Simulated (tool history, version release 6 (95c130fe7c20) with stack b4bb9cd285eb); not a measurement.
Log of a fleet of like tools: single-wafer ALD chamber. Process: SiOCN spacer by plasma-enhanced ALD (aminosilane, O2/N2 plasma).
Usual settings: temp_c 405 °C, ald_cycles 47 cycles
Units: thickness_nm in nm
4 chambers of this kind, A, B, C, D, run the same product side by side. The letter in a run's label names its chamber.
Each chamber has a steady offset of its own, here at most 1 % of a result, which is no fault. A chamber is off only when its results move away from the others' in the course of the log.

run,hour,temp_c,ald_cycles,"read-back reference wafer on the same gauge, thickness_nm",thickness_nm
1D,9.4,405,47,2.9919,2.8221
2B,22.1,405,47,2.9887,2.8157
3C,31.2,405,47,2.9928,2.7908
4A,42.5,405,47,2.9882,2.8105
5A,53.9,405,47,2.9900,2.8267
6B,64.0,405,47,2.9927,2.8057
7D,77.7,405,47,2.9921,2.8114
8C,86.7,405,47,2.9914,2.7745
9C,96.7,405,47,2.9924,2.7829
10B,105.0,405,47,2.9900,2.8109
11A,112.3,405,47,2.9900,2.8152
12D,121.6,405,47,2.9945,2.8173
13C,133.3,392,47,2.9882,2.8304
14B,145.1,392,47,2.9916,2.8545
15D,154.1,392,47,2.9879,2.8521
16A,163.9,392,47,2.9902,2.8692
17D,172.3,405,40,2.9891,2.3903
18B,184.5,405,40,2.9932,2.4085
19C,192.0,405,40,2.9880,2.3624
20A,201.3,405,40,2.9928,2.3950
21A,209.1,405,47,2.9958,2.8035
22C,219.8,405,47,2.9895,2.8065
23B,231.9,405,41,2.9930,2.4573
24D,239.9,405,41,2.9899,2.4635
25D,253.6,405,41,2.9923,2.4546
26B,265.4,405,41,2.9857,2.4554
27C,279.5,405,47,2.9896,2.7918
28A,286.7,405,47,2.9898,2.8324
29B,293.3,405,47,2.9906,2.7881
30D,301.7,405,47,2.9900,2.8173
31A,311.8,405,47,2.9859,2.8057
32C,325.5,405,47,2.9934,2.7823
33C,336.1,405,47,2.9925,2.7951
34D,343.5,405,47,2.9941,2.8246
35B,354.5,405,47,2.9920,2.7936
36A,365.6,405,47,2.9875,2.8254
37D,378.1,405,47,2.9914,2.8062

Next, every chamber runs the same settings. What will each give?
38A,388.6,419,47,,?
38B,388.6,419,47,,?
38C,388.6,419,47,,?
38D,388.6,419,47,,?

run,thickness_nm
38A,2.6778
38B,2.6981
38C,2.6617
38D,2.7066
